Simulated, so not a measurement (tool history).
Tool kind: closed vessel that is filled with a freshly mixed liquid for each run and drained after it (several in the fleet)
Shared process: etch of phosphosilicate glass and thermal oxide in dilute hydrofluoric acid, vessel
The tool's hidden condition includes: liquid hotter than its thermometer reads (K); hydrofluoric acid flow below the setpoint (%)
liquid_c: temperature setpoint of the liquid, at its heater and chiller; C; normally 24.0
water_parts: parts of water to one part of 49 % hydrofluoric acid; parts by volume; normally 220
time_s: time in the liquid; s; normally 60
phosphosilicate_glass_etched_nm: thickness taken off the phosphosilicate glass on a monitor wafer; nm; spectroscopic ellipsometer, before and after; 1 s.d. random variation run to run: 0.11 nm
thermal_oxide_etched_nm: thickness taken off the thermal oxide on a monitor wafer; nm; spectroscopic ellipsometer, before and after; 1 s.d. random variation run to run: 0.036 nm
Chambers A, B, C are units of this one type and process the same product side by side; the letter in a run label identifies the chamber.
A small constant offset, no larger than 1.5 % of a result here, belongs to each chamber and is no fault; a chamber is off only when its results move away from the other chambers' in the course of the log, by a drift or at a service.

| run | hour | liquid_c | water_parts | time_s | hours since the thermometer was replaced | hours since the hydrofluoric acid flow meter was replaced | read-back film thickness of the phosphosilicate glass reference wafer, read on the same gauge (nm) | read-back film thickness of the thermal oxide reference wafer, read on the same gauge (nm) | phosphosilicate_glass_etched_nm | thermal_oxide_etched_nm |
|---|---|---|---|---|---|---|---|---|---|---|
| 1A | 6.8 | 24.0 | 220 | 60 | 481.6 | 1118.5 | 120.01 | 110.02 | 22.530 | 1.14670 |
| 2C | 12.5 | 24.0 | 220 | 60 | 1233.3 | 786.0 | 119.95 | 110.03 | 22.786 | 1.18250 |
| 3B | 19.0 | 24.0 | 220 | 60 | 101.8 | 813.4 | 120.02 | 110.00 | 22.297 | 1.09710 |
| 4B | 29.6 | 24.0 | 220 | 60 | 112.4 | 824.0 | 120.00 | 109.98 | 22.628 | 1.15560 |
| 5C | 39.5 | 24.0 | 220 | 60 | 1260.3 | 813.0 | 119.99 | 110.00 | 22.736 | 1.17100 |
| 6A | 50.0 | 24.0 | 220 | 60 | 524.8 | 1161.7 | 120.01 | 110.00 | 22.221 | 1.13530 |
| 7B | 61.2 | 24.0 | 220 | 60 | 144.0 | 855.6 | 119.98 | 109.99 | 22.605 | 1.19370 |
| 8A | 72.9 | 27.0 | 220 | 45 | 547.7 | 1184.6 | 120.01 | 109.99 | 18.735 | 1.02390 |
| 9C | 84.5 | 27.0 | 220 | 45 | 1305.3 | 858.0 | 120.01 | 109.97 | 19.183 | 0.88562 |
| 10A | 94.0 | 27.0 | 220 | 45 | 568.8 | 1205.7 | 120.01 | 110.01 | 18.778 | 0.98561 |
| 11B | 101.2 | 24.0 | 220 | 60 | 184.0 | 895.6 | 119.99 | 110.00 | 22.538 | 1.14060 |
| 12C | 113.5 | 24.0 | 220 | 60 | 1334.3 | 887.0 | 120.01 | 109.99 | 22.990 | 1.20250 |
| 13B | 120.0 | 24.0 | 220 | 60 | 202.8 | 914.4 | 120.01 | 110.04 | 22.512 | 1.18620 |
| 14C | 132.0 | 26.5 | 220 | 75 | 1352.8 | 905.5 | 119.99 | 110.00 | 31.383 | 1.48300 |
| 15A | 142.0 | 26.5 | 220 | 75 | 616.8 | 1253.7 | 119.98 | 110.01 | 31.249 | 1.56230 |
| 16A | 151.5 | 26.5 | 220 | 75 | 626.3 | 1263.2 | 119.99 | 110.01 | 31.189 | 1.55690 |
| 17B | 163.4 | 24.0 | 220 | 60 | 246.2 | 957.8 | 120.00 | 110.01 | 22.414 | 1.12000 |
|  | 170.7 | chamber C: thermometer replaced |
| 18C | 171.1 | 24.0 | 220 | 60 | 0.4 | 944.6 | 120.04 | 109.99 | 22.827 | 1.20640 |
| 19A | 177.5 | 24.0 | 220 | 60 | 652.3 | 1289.2 | 120.00 | 109.99 | 22.962 | 1.17410 |
| 20C | 186.1 | 24.0 | 220 | 60 | 15.4 | 959.6 | 120.02 | 110.02 | 22.516 | 1.10140 |
| 21B | 194.8 | 24.0 | 220 | 60 | 277.6 | 989.2 | 120.00 | 110.01 | 22.496 | 1.05940 |
| 22A | 200.6 | 24.0 | 220 | 60 | 675.4 | 1312.3 | 120.00 | 110.01 | 22.711 | 1.15090 |
| 23B | 208.0 | 24.0 | 220 | 60 | 290.8 | 1002.4 | 120.02 | 109.99 | 22.316 | 1.14510 |
| 24C | 217.2 | 24.0 | 160 | 60 | 46.5 | 990.7 | 120.00 | 109.99 | 33.189 | 1.71120 |
| 25C | 225.7 | 24.0 | 160 | 60 | 55.0 | 999.2 | 119.99 | 109.98 | 33.183 | 1.65450 |
| 26B | 233.2 | 24.0 | 160 | 60 | 316.0 | 1027.6 | 120.03 | 109.98 | 32.704 | 1.75040 |
| 27A | 243.7 | 24.0 | 220 | 60 | 718.5 | 1355.4 | 120.00 | 109.97 | 22.988 | 1.19040 |
| 28A | 253.7 | 25.5 | 140 | 60 | 728.5 | 1365.4 | 119.98 | 110.01 | 41.195 | 2.11850 |
| 29C | 260.1 | 25.5 | 140 | 60 | 89.4 | 1033.6 | 120.00 | 109.98 | 41.505 | 1.96680 |
| 30B | 267.5 | 25.5 | 140 | 60 | 350.3 | 1061.9 | 120.00 | 110.01 | 40.163 | 2.07890 |
| 31B | 274.5 | 24.0 | 220 | 60 | 357.3 | 1068.9 | 119.98 | 110.01 | 22.510 | 1.11870 |
| 32C | 284.7 | 24.0 | 220 | 60 | 114.0 | 1058.2 | 120.05 | 110.02 | 22.509 | 1.15280 |
| 33A | 290.3 | 24.0 | 220 | 60 | 765.1 | 1402.0 | 120.00 | 109.97 | 22.837 | 1.13130 |
| 34B | 297.4 | 24.0 | 220 | 60 | 380.2 | 1091.8 | 120.02 | 110.01 | 22.298 | 1.09520 |
| 35C | 309.3 | 24.0 | 220 | 60 | 138.6 | 1082.8 | 120.00 | 109.94 | 22.717 | 1.14250 |
| 36A | 320.1 | 24.0 | 180 | 95 | 794.9 | 1431.8 | 120.01 | 110.00 | 46.286 | 2.34490 |
| 37C | 330.6 | 24.0 | 180 | 95 | 159.9 | 1104.1 | 120.00 | 110.00 | 45.827 | 2.22850 |
| 38A | 341.5 | 24.0 | 180 | 95 | 816.3 | 1453.2 | 120.00 | 110.00 | 46.633 | 2.39240 |
| 39B | 348.5 | 24.0 | 220 | 60 | 431.3 | 1142.9 | 120.01 | 110.01 | 22.309 | 1.12560 |
|  | 353.3 | chamber A: hydrofluoric acid flow meter replaced |
| 40C | 355.2 | 26.0 | 290 | 60 | 184.5 | 1128.7 | 120.00 | 110.03 | 17.297 | 0.86927 |
| 41A | 364.7 | 26.0 | 290 | 60 | 839.5 | 11.4 | 119.98 | 110.00 | 17.388 | 0.85608 |
| 42B | 375.5 | 26.0 | 290 | 60 | 458.3 | 1169.9 | 119.98 | 110.00 | 16.910 | 0.88075 |
| 43A | 383.1 | 24.0 | 220 | 60 | 857.9 | 29.8 | 120.01 | 110.00 | 22.864 | 1.15360 |
| 44C | 389.9 | 24.0 | 220 | 60 | 219.2 | 1163.4 | 119.99 | 110.01 | 22.978 | 1.11640 |

Which is it: a chamber that has drifted or been left off by a service, a gauge drift common to all chambers, or only each chamber's usual small offset? If a chamber is off, name it and its likeliest cause.

Little by little, chamber A moves away from the other chambers.
Likeliest cause: liquid hotter than its thermometer reads (K) = 0.882.

Chamber A could run next with any of the 4 candidate recipes listed below; each alters the usual settings, and their results appear as question marks. Which one brings its results back in line with what the other chambers deliver on the usual settings?
Allowed miss from the other chambers' usual-settings mean, per result, to count as in line: phosphosilicate_glass_etched_nm 0.400 nm; thermal_oxide_etched_nm 0.13000 nm
| 45A-1 | 398.8 | 24.0 | 215 | 60 |  |  |  |  | ? | ? |
| 45A-2 | 398.8 | 24.0 | 210 | 60 |  |  |  |  | ? | ? |
| 45A-3 | 398.8 | 24.0 | 230 | 60 |  |  |  |  | ? | ? |
| 45A-4 | 398.8 | 24.0 | 225 | 60 |  |  |  |  | ? | ? |

Other chambers, usual settings, mean: phosphosilicate_glass_etched_nm 22.550 nm; thermal_oxide_etched_nm 1.14680 nm
| run | phosphosilicate_glass_etched_nm | thermal_oxide_etched_nm |
|---|---|---|
| 45A-1 | 23.810 | 1.25030 |
| 45A-2 | 24.505 | 1.28680 |
| 45A-3 | 21.914 | 1.15070 |
| 45A-4 | 22.517 | 1.18240 |
The right change is 45A-4: it brings the chamber back within the allowed miss of the others.
